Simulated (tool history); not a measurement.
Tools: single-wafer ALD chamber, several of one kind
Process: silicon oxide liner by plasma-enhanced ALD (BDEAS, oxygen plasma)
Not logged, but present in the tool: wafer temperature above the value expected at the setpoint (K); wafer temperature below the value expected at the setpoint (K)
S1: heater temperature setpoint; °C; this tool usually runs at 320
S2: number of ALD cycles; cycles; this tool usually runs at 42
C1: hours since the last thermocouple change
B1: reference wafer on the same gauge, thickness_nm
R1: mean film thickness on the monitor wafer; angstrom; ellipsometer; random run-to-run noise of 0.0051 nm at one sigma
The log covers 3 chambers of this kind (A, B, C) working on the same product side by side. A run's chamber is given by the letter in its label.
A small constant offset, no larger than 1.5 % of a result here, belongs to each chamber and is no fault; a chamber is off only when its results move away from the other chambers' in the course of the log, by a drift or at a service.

| run | hour | S1 | S2 | C1 | B1 | R1 |
|---|---|---|---|---|---|---|
| 1C | 4.1 | 320 | 42 | 529.8 | 3.6088 | 38.250 |
| 2B | 6.2 | 320 | 42 | 1211.8 | 3.6086 | 38.384 |
| 3A | 10.3 | 320 | 42 | 873.8 | 3.6072 | 37.494 |
| 4A | 13.4 | 320 | 42 | 876.9 | 3.6076 | 37.494 |
| 5B | 16.1 | 320 | 42 | 1221.7 | 3.6053 | 38.338 |
| 6C | 19.4 | 313 | 42 | 545.1 | 3.6057 | 38.577 |
| 7B | 21.5 | 313 | 42 | 1227.1 | 3.6052 | 38.751 |
| 8A | 23.8 | 313 | 42 | 887.3 | 3.6035 | 37.905 |
| 9C | 26.4 | 320 | 42 | 552.1 | 3.6035 | 38.216 |
| 10B | 29.7 | 320 | 42 | 1235.3 | 3.6035 | 38.335 |
| 11A | 32.1 | 320 | 50 | 895.6 | 3.6030 | 44.451 |
| 12C | 34.6 | 320 | 50 | 560.3 | 3.6010 | 45.647 |
| 13B | 38.1 | 320 | 50 | 1243.7 | 3.6010 | 45.539 |
| 14C | 40.3 | 320 | 42 | 566.0 | 3.6002 | 38.288 |
| 15A | 44.9 | 320 | 42 | 908.4 | 3.5988 | 37.380 |
| 16A | 47.6 | 320 | 47 | 911.1 | 3.5986 | 41.756 |
| 17C | 52.4 | 320 | 47 | 578.1 | 3.5984 | 42.752 |
| 18B | 56.5 | 320 | 47 | 1262.1 | 3.5969 | 42.784 |
| 19C | 60.7 | 328 | 42 | 586.4 | 3.5947 | 37.671 |
| 20B | 63.7 | 328 | 42 | 1269.3 | 3.5940 | 37.816 |
| 21A | 67.8 | 328 | 42 | 931.3 | 3.5934 | 36.873 |
| 22C | 71.6 | 320 | 42 | 597.3 | 3.5926 | 38.092 |
| 23A | 75.2 | 320 | 42 | 938.7 | 3.5946 | 37.305 |
| 24B | 77.8 | 320 | 42 | 1283.4 | 3.5919 | 38.127 |
| 25B | 80.4 | 320 | 42 | 1286.0 | 3.5909 | 38.165 |
| 26C | 83.7 | 320 | 42 | 609.4 | 3.5897 | 38.204 |

For the next run the whole fleet of 3 chambers uses the same settings. Give each chamber's results:
| 27A | 87.2 | 329 | 42 |  |  | ? |
| 27B | 87.2 | 329 | 42 |  |  | ? |
| 27C | 87.2 | 329 | 42 |  |  | ? |

| run | R1 |
|---|---|
| 27A | 36.888 |
| 27B | 37.697 |
| 27C | 37.561 |
